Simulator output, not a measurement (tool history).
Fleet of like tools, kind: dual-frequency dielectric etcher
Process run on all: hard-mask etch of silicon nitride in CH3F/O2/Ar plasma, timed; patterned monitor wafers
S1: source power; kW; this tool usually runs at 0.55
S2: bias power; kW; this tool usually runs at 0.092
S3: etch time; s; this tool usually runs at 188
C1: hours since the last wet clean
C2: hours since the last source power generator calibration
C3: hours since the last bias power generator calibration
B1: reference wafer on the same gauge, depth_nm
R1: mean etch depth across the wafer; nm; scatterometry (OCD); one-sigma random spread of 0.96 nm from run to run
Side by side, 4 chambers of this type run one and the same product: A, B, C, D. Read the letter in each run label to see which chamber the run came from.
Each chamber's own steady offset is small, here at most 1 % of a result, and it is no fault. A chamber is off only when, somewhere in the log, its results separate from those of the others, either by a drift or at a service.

run    day    S1     S2     S3     C1      C2      C3      B1      R1
 1B  0.162  0.55  0.092    188  227.9    1628     166  154.86  162.24
 2D  0.383  0.55  0.092    188  331.7  1298.4  2752.9  154.87  162.94
 3C  0.554  0.55  0.092    188  273.1    2092    2639  155.17   160.2
 4A   0.75  0.55  0.092    188  156.4  1093.3  1960.6  155.02  162.13
 5C  1.033  0.55  0.092    188  284.6  2103.5  2650.5  155.28  160.23
 6B    1.3  0.55  0.092    188  255.2  1655.3   193.3  154.84  164.78
 7A  1.604   0.6  0.092  153.5  176.9  1113.8  1981.1  155.06  136.38
 8D  1.946   0.6  0.092  153.5  369.2  1335.9  2790.4  154.94  135.62
 9A  2.175   0.6  0.092  153.5  190.6  1127.5  1994.8  155.29  137.01
10C  2.429   0.6  0.092  153.5  318.1    2137    2684  154.91  136.19
11B  2.612  0.55  0.092    188  286.7  1686.8   224.8  154.76  163.38
12D  2.804  0.55  0.092    188  389.8  1356.5    2811  154.96  162.63
13C  3.033  0.55  0.092    188  332.6  2151.5  2698.5  155.12  160.26
14D  3.296  0.55  0.092    188  401.6  1368.3  2822.8  155.05  161.31
15B  3.621  0.55  0.092    188  310.9    1711     249  154.94  161.45
16A  3.858  0.55  0.092    188    231  1167.9  2035.2  154.85  161.64
17C  4.167  0.55  0.092    188  359.8  2178.7  2725.7  155.05  160.48
18A  4.483  0.55  0.092    188    246  1182.9  2050.2  155.04  161.86
19B  4.754  0.55  0.092    188  338.1  1738.2   276.2     155  163.75
20D  5.008  0.55  0.092    188  442.7  1409.4  2863.9  155.03  161.69
21A  5.179  0.55  0.092    188  262.7  1199.6  2066.9  155.11  161.68
22D  5.529   0.6  0.092  147.5  455.2  1421.9  2876.4  155.06  132.38
23C  5.767   0.6  0.092  147.5  398.2  2217.1  2764.1  154.92  130.59
24B  6.058   0.6  0.092  147.5  369.4  1769.5   307.5  154.92  131.79
25B  6.379   0.6  0.092  147.5  377.1  1777.2   315.2  154.92  131.53
26A  6.562  0.55  0.092    188  295.9  1232.8  2100.1  154.99  162.57
27D  6.862  0.55  0.092    188  487.2  1453.9  2908.4  155.08  160.49
28C  7.171  0.55  0.092    188  431.9  2250.8  2797.8  155.06  160.01
29B    7.5  0.55  0.092    188    404  1804.1   342.1  155.03  163.28
30C  7.746  0.55  0.092    188  445.7  2264.6  2811.6  154.83  159.82
31A  7.942  0.55  0.092    188    329  1265.9  2133.2  154.94  160.55
32D  8.125  0.55  0.092    188  517.5  1484.2  2938.7  154.88   161.8
     8.267  -- chamber B: wet clean of the chamber
33C  8.392  0.55  0.092  150.5  461.2  2280.1  2827.1  155.07  129.52
34B  8.708  0.55  0.092  150.5   10.7  1833.1   371.1  155.16  129.97
35D  8.967  0.55  0.092  150.5  537.7  1504.4  2958.9  154.94  128.59
36A  9.167  0.55  0.092  150.5  358.4  1295.3  2162.6  155.12  128.03
37B  9.383  0.55  0.092    188   26.9  1849.3   387.3  154.94  162.88
38A  9.621  0.55  0.092    188  369.3  1306.2  2173.5     155  161.85
39D  9.779  0.55  0.092    188  557.2  1523.9  2978.4  155.05  160.67
40C   10.1  0.55  0.092    188  502.2  2321.1  2868.1  154.89  161.76

Has any chamber moved away from the others, gradually or after a service, or does the common gauge drift, or do the chambers differ only by their own small steady offsets? State the chamber and the most likely cause if one applies.

No chamber is off and the gauge is stable; the differences are just each chamber's small, constant offset.
